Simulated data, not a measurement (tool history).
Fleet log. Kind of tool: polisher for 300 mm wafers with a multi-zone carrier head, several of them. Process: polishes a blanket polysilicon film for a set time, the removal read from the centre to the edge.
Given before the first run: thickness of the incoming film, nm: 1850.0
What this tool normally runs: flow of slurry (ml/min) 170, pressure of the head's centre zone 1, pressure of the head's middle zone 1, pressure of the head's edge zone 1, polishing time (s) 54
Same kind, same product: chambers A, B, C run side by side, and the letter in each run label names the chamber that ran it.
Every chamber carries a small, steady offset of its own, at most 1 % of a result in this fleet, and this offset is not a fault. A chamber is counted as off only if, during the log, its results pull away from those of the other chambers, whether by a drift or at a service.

run	hour	flow of slurry (ml/min)	pressure of the head's centre zone	pressure of the head's middle zone	pressure of the head's edge zone	polishing time (s)	film removed at the wafer's centre (angstrom)	film removed at mid-radius (angstrom)	film removed at the wafer's edge (angstrom)
# hour 11.6: chamber A: edge zone pressure recalibrated
1C	12.7	170	1	1	1	54	6260.6	6224.7	6078.1
# hour 16: chamber C: edge zone pressure recalibrated
2B	20.9	170	1	1	1	54	6301.2	6196.7	6140.2
# hour 28.2: chamber A: slurry nozzle cleaned
3A	31	170	1	1	1	54	6229.3	6197.1	6209.3
# hour 35.9: chamber C: worn pad replaced by a new one
4C	41.5	170	1	1	1	54	6288.2	6145.5	6155
# hour 44.9: chamber A: worn pad replaced by a new one
5A	49	170	1	1	1	54	6176.7	6145.5	6213.1
6B	60.6	170	1	1	1	54	6278	6186.6	6229.7
7C	69.4	170	1	1	1	54	6260.8	6230.4	6128.1
8B	79.1	170	1	1	1	54	6306.8	6213.9	6213.9
# hour 81.4: chamber B: edge zone pressure recalibrated
9A	86.3	170	1	1	1.08	54	6221	6202.3	6480.6
10B	99.3	170	1	1	1.08	54	6127.8	6164.7	6351.8
11C	112.3	170	1	1	1.08	54	6322.6	6200.7	6314.9
# hour 119.6: chamber B: worn pad replaced by a new one
12A	123.3	170	1	1	1	54	6155.2	6175.4	6225.1
# hour 129.5: chamber A: worn pad replaced by a new one
13C	131.1	170	1	1	1	54	6294.7	6137.1	6254.7
14A	137.7	170	1	1	1	54	6207.2	6181.3	6281.6
# hour 147: chamber C: worn pad replaced by a new one
15B	150.4	170	1	1	1	54	6254.9	6129.1	6142.8
16A	163	170	1	1	1	54	6127.8	6146.6	6227
# hour 164.1: chamber B: centre zone pressure recalibrated
17B	172.1	170	1	1	1	54	6103.3	6223.6	6153.8
18C	180.5	170	1	1	1	65	7465.7	7444.8	7442.3
19B	194.6	170	1	1	1	65	7313.9	7376.5	7308.8
20C	207.1	170	1	1	1	65	7529.4	7474.3	7452
# hour 211.9: chamber C: slurry nozzle cleaned
21A	219.3	170	1	1	1	54	6177.6	6182.5	6164.7
# hour 220.6: chamber A: worn pad replaced by a new one
22C	229.7	170	1	1	1	54	6232.6	6256.9	6134
23A	239.4	170	1	1	1	54	6143.2	6111.8	6236.4
24B	249.1	170	1	1	1	54	6083.8	6062.8	6057.1
# hour 256.8: chamber C: worn pad replaced by a new one
25B	257.1	170	1	1	1	54	6010.7	6075.9	6017.5
26A	264.6	170	0.95	1	1	67	7240	7696.6	7693.4
# hour 266.5: chamber B: worn pad replaced by a new one
27C	272.6	170	0.95	1	1	67	7258.3	7625.6	7565.5
28B	278.8	170	0.95	1	1	67	7040.4	7548	7492.5
29C	284.9	170	1	1	1	54	6189.1	6222.3	6154.8
30A	293.9	170	1	1	1	54	6110.4	6085.4	6112.3
31A	304.5	170	1	1	1	54	6126.6	6121.8	6210.8
# hour 307.5: chamber C: centre zone pressure recalibrated
32C	318.4	170	0.94	1	0.94	54	5869.7	6163	5953.8
# hour 329: chamber A: worn pad replaced by a new one
33B	329.5	170	0.94	1	0.94	54	5569.1	5869.3	5734.7
34C	342.5	170	0.94	1	0.94	54	5754.9	6150.1	5886.9
35B	353.7	170	1	1	1	54	5921.4	5878.1	5960.8
36A	362.4	170	1	1	1	54	6157.6	6116.5	6258.6
37C	373.7	170	1	1	1	54	6112.1	6099.7	6127.1
# hour 383.7: chamber B: worn pad replaced by a new one
# hour 384.9: chamber C: worn pad replaced by a new one
38A	385.2	170	1	1	1	54	6166.4	6175	6242.2
39B	394.8	195	1	1	1.09	54	6002.5	5998.4	6280.5
# hour 396.7: chamber A: edge zone pressure recalibrated
40A	404	195	1	1	1.09	54	6216.5	6285.4	6599.3
41B	418	195	1	1	1.09	54	5938.1	5937.8	6269.6
42C	424.7	170	1	1	1	54	6149.7	6230.9	6146
43A	435.1	170	1	1	1	54	6075.7	6162.7	6255.8

All 3 chambers run these settings next. Forecast each chamber's results:
44A	445.2	170	1	1	1	54	?	?	?
44B	445.2	170	1	1	1	54	?	?	?
44C	445.2	170	1	1	1	54	?	?	?

run	film removed at the wafer's centre (angstrom)	film removed at mid-radius (angstrom)	film removed at the wafer's edge (angstrom)
44A	6244.6	6189	6179.7
44B	5608.9	5728.6	5777.3
44C	6226.8	6208	6143
